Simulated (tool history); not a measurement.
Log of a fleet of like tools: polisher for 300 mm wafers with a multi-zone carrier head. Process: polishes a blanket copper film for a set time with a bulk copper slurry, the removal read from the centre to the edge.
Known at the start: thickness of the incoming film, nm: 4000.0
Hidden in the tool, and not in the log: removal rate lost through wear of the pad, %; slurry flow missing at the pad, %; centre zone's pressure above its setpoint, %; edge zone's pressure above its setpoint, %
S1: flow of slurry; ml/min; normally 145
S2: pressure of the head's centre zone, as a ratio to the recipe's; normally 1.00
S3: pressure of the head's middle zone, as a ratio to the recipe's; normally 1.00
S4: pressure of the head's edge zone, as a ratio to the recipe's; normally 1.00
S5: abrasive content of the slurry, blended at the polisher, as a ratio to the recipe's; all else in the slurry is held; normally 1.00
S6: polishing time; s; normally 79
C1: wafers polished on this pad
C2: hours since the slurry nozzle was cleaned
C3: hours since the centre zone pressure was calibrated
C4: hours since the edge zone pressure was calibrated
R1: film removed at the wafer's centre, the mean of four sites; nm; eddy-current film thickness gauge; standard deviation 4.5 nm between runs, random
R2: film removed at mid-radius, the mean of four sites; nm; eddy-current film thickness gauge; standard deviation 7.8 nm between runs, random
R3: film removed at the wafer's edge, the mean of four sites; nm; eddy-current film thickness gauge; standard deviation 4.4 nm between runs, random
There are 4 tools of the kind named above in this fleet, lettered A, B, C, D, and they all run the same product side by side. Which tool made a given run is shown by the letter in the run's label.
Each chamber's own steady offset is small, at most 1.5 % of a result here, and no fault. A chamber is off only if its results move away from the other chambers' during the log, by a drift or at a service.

run	hour	S1	S2	S3	S4	S5	S6	C1	C2	C3	C4	R1	R2	R3
1C	7.1	145	1.00	1.00	1.00	1.00	79	352	310.5	348.1	936.5	666.57	650.42	661.63
# hour 12.9: chamber C: edge zone pressure recalibrated
2A	13.4	145	1.00	1.00	1.00	1.00	79	628	196.7	226.2	295.0	647.65	661.40	658.52
3B	17.7	145	1.00	1.00	1.00	1.00	79	1341	588.5	85.9	791.8	657.15	677.45	668.20
4D	22.6	145	1.00	1.00	1.00	1.00	79	504	146.0	601.2	586.1	665.45	665.40	659.64
# hour 25.4: chamber A: worn pad replaced by a new one
5D	26.1	145	1.00	1.00	1.00	1.00	79	532	149.5	604.7	589.6	656.60	658.66	671.09
# hour 27.2: chamber B: slurry nozzle cleaned
6B	30.8	145	1.00	1.00	1.00	1.00	79	1447	3.6	99.0	804.9	658.58	664.35	667.71
7C	34.7	145	1.00	1.00	1.00	1.00	79	576	338.1	375.7	21.9	666.55	660.58	674.05
# hour 38.0: chamber B: worn pad replaced by a new one
8A	41.8	145	1.00	1.00	1.00	1.00	79	133	225.1	254.6	323.4	660.92	665.27	659.04
9B	48.3	145	1.00	1.00	1.00	1.00	79	84	21.1	116.5	822.4	653.56	668.93	663.96
10D	55.7	145	1.00	1.00	1.00	1.00	79	772	179.1	634.3	619.2	661.62	664.02	664.75
11A	59.2	145	1.00	1.00	1.00	1.00	79	274	242.5	272.0	340.8	663.16	671.98	660.15
# hour 61.1: chamber C: worn pad replaced by a new one
# hour 61.6: chamber C: slurry nozzle cleaned
12C	66.4	145	1.00	1.00	1.00	1.00	79	43	4.9	407.4	53.6	679.10	657.14	666.68
13A	72.3	145	1.00	1.00	1.00	1.00	79	380	255.6	285.1	353.9	657.48	661.10	655.92
14B	76.9	145	1.00	1.00	1.00	1.00	79	316	49.7	145.1	851.0	652.05	659.24	672.50
15C	83.3	145	1.00	1.00	1.00	1.00	79	180	21.8	424.3	70.5	684.64	667.19	666.74
16D	87.4	145	1.00	1.00	1.00	1.00	79	1029	210.8	666.0	650.9	659.78	663.10	656.54
17D	94.3	145	1.00	1.00	1.00	1.00	79	1085	217.7	672.9	657.8	664.80	667.84	657.73
18A	99.0	145	1.00	1.00	1.00	1.00	79	597	282.3	311.8	380.6	666.61	675.30	663.51
# hour 103.3: chamber A: worn pad replaced by a new one
# hour 104.4: chamber D: worn pad replaced by a new one
19B	106.8	190	1.00	1.00	1.00	1.25	79	558	79.6	175.0	880.9	730.17	738.04	728.66
20C	113.7	190	1.00	1.00	1.00	1.25	79	426	52.2	454.7	100.9	772.95	723.16	723.86
21A	121.8	190	1.00	1.00	1.00	1.25	79	150	305.1	334.6	403.4	728.79	749.27	721.16
22B	126.6	190	1.00	1.00	1.00	1.25	79	719	99.4	194.8	900.7	728.89	727.95	723.12
23D	130.1	145	1.00	0.95	0.94	1.00	79	208	253.5	708.7	693.6	664.15	635.10	642.77
24C	136.0	145	1.00	0.95	0.94	1.00	79	607	74.5	477.0	123.2	721.79	634.68	641.00
25B	142.2	145	1.00	0.95	0.94	1.00	79	846	115.0	210.4	916.3	658.50	641.89	645.34

All 4 chambers run these settings next. Forecast each chamber's results:
26A	147.9	145	0.95	1.00	1.00	1.00	79					?	?	?
26B	147.9	145	0.95	1.00	1.00	1.00	79					?	?	?
26C	147.9	145	0.95	1.00	1.00	1.00	79					?	?	?
26D	147.9	145	0.95	1.00	1.00	1.00	79					?	?	?

run	R1	R2	R3
26A	621.58	681.65	665.30
26B	619.47	661.01	662.42
26C	686.02	661.68	671.42
26D	628.52	660.48	658.72

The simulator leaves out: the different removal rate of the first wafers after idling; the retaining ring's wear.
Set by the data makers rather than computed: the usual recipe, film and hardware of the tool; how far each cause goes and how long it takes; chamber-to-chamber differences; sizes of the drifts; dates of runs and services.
